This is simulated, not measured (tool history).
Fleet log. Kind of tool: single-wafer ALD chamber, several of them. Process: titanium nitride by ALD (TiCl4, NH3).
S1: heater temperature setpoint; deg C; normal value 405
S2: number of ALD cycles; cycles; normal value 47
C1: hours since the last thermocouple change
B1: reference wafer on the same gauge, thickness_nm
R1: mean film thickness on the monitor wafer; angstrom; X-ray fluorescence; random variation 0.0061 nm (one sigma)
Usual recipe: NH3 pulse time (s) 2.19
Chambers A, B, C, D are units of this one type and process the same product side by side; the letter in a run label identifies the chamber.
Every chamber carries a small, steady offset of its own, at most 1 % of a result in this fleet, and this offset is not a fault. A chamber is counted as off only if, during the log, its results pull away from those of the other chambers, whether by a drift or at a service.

Run 1B, hour 9.9: usual settings; C1 1164.9; B1 1.0209. Result: R1 10.523 angstrom.
Run 2D, hour 19.5: usual settings; C1 90.2; B1 1.0204. Result: R1 10.426 angstrom.
At hour 21.9: chamber C: thermocouple changed; heater temperature recalibrated.
Run 3C, hour 24.2: usual settings; C1 2.4; B1 1.02. Result: R1 10.565 angstrom.
Run 4A, hour 31.2: usual settings; C1 2042.8; B1 1.021. Result: R1 10.348 angstrom.
Run 5C, hour 36.7: usual settings; C1 14.9; B1 1.0211. Result: R1 10.539 angstrom.
Run 6D, hour 42.1: usual settings; C1 112.8; B1 1.0224. Result: R1 10.421 angstrom.
Run 7B, hour 47.2: usual settings; C1 1202.2; B1 1.0205. Result: R1 10.398 angstrom.
Run 8A, hour 56: usual settings; C1 2067.6; B1 1.0198. Result: R1 10.551 angstrom.
Run 9C, hour 63.6: usual settings; C1 41.8; B1 1.0185. Result: R1 10.52 angstrom.
Run 10D, hour 71.5: usual settings; C1 142.2; B1 1.0215. Result: R1 10.321 angstrom.
Run 11B, hour 81.7: usual settings but S1 416 deg C, S2 43 cycles; C1 1236.7; B1 1.0204. Result: R1 9.5696 angstrom.
Run 12A, hour 88.3: usual settings but S1 416 deg C, S2 43 cycles; C1 2099.9; B1 1.0197. Result: R1 9.6184 angstrom.
Run 13D, hour 93.5: usual settings but S1 416 deg C, S2 43 cycles; C1 164.2; B1 1.0188. Result: R1 9.5448 angstrom.
Run 14B, hour 102.9: usual settings but S1 416 deg C, S2 43 cycles; C1 1257.9; B1 1.0203. Result: R1 9.7051 angstrom.
Run 15C, hour 112.4: usual settings but S1 415 deg C, NH3 pulse time (s) 1.67; C1 90.6; B1 1.0205. Result: R1 10.416 angstrom.
Run 16A, hour 121: usual settings but S1 415 deg C, NH3 pulse time (s) 1.67; C1 2132.6; B1 1.0188. Result: R1 10.436 angstrom.
Run 17C, hour 130: usual settings but S1 415 deg C, NH3 pulse time (s) 1.67; C1 108.2; B1 1.0189. Result: R1 10.45 angstrom.
Run 18A, hour 139.7: usual settings but S1 415 deg C, NH3 pulse time (s) 1.67; C1 2151.3; B1 1.0193. Result: R1 10.55 angstrom.
Run 19D, hour 147.8: usual settings; C1 218.5; B1 1.0203. Result: R1 10.402 angstrom.
Run 20B, hour 152.4: usual settings; C1 1307.4; B1 1.0197. Result: R1 10.541 angstrom.
Run 21C, hour 162.8: usual settings; C1 141; B1 1.0191. Result: R1 10.414 angstrom.
Run 22A, hour 171.6: usual settings but NH3 pulse time (s) 1.71; C1 2183.2; B1 1.0214. Result: R1 10.468 angstrom.
Run 23B, hour 181.6: usual settings but NH3 pulse time (s) 1.71; C1 1336.6; B1 1.021. Result: R1 10.408 angstrom.
Run 24D, hour 190.9: usual settings but NH3 pulse time (s) 1.71; C1 261.6; B1 1.0207. Result: R1 10.428 angstrom.
Run 25D, hour 196.7: usual settings but NH3 pulse time (s) 1.71; C1 267.4; B1 1.0203. Result: R1 10.323 angstrom.
Run 26C, hour 201.4: usual settings; C1 179.6; B1 1.0186. Result: R1 10.426 angstrom.
Run 27A, hour 209.3: usual settings; C1 2220.9; B1 1.0191. Result: R1 10.43 angstrom.
Run 28B, hour 214.9: usual settings but S2 41 cycles, NH3 pulse time (s) 1.86; C1 1369.9; B1 1.0201. Result: R1 9.1336 angstrom.
At hour 223.1: chamber A: thermocouple changed; heater temperature recalibrated.
Run 29B, hour 223.1: usual settings but S2 41 cycles, NH3 pulse time (s) 1.86; C1 1378.1; B1 1.0181. Result: R1 9.1292 angstrom.
Run 30D, hour 232.4: usual settings but S2 41 cycles, NH3 pulse time (s) 1.86; C1 303.1; B1 1.0191. Result: R1 9.1068 angstrom.
Run 31C, hour 240.4: usual settings but S2 41 cycles, NH3 pulse time (s) 1.86; C1 218.6; B1 1.0219. Result: R1 9.0421 angstrom.
Run 32A, hour 246.8: usual settings; C1 23.8; B1 1.0215. Result: R1 10.508 angstrom.
Run 33B, hour 255: usual settings; C1 1410; B1 1.0197. Result: R1 10.502 angstrom.
Run 34D, hour 263.7: usual settings; C1 334.4; B1 1.0205. Result: R1 10.419 angstrom.
Run 35A, hour 271.2: usual settings; C1 48.2; B1 1.0201. Result: R1 10.492 angstrom.
Run 36C, hour 278.3: usual settings; C1 256.5; B1 1.0208. Result: R1 10.459 angstrom.
Run 37A, hour 287.6: usual settings; C1 64.6; B1 1.0216. Result: R1 10.567 angstrom.
Run 38B, hour 293.9: usual settings; C1 1448.9; B1 1.0199. Result: R1 10.576 angstrom.
Run 39D, hour 300: usual settings but S2 56 cycles, NH3 pulse time (s) 1.57; C1 370.7; B1 1.02. Result: R1 12.294 angstrom.
Run 40C, hour 308.7: usual settings but S2 56 cycles, NH3 pulse time (s) 1.57; C1 286.9; B1 1.0196. Result: R1 12.314 angstrom.
Run 41B, hour 318.5: usual settings but S2 56 cycles, NH3 pulse time (s) 1.57; C1 1473.5; B1 1.0196. Result: R1 12.431 angstrom.
Run 42A, hour 324.2: usual settings but S2 56 cycles, NH3 pulse time (s) 1.57; C1 101.2; B1 1.0184. Result: R1 12.355 angstrom.

Read the log: is a single chamber off, either drifting away or since a service, is the gauge that measures every chamber drifting, or is nothing wrong beyond small per-chamber offsets? Name any odd chamber and what most likely caused it.

The fleet is healthy, with each chamber sitting at its usual small offset and no drift in the gauge.

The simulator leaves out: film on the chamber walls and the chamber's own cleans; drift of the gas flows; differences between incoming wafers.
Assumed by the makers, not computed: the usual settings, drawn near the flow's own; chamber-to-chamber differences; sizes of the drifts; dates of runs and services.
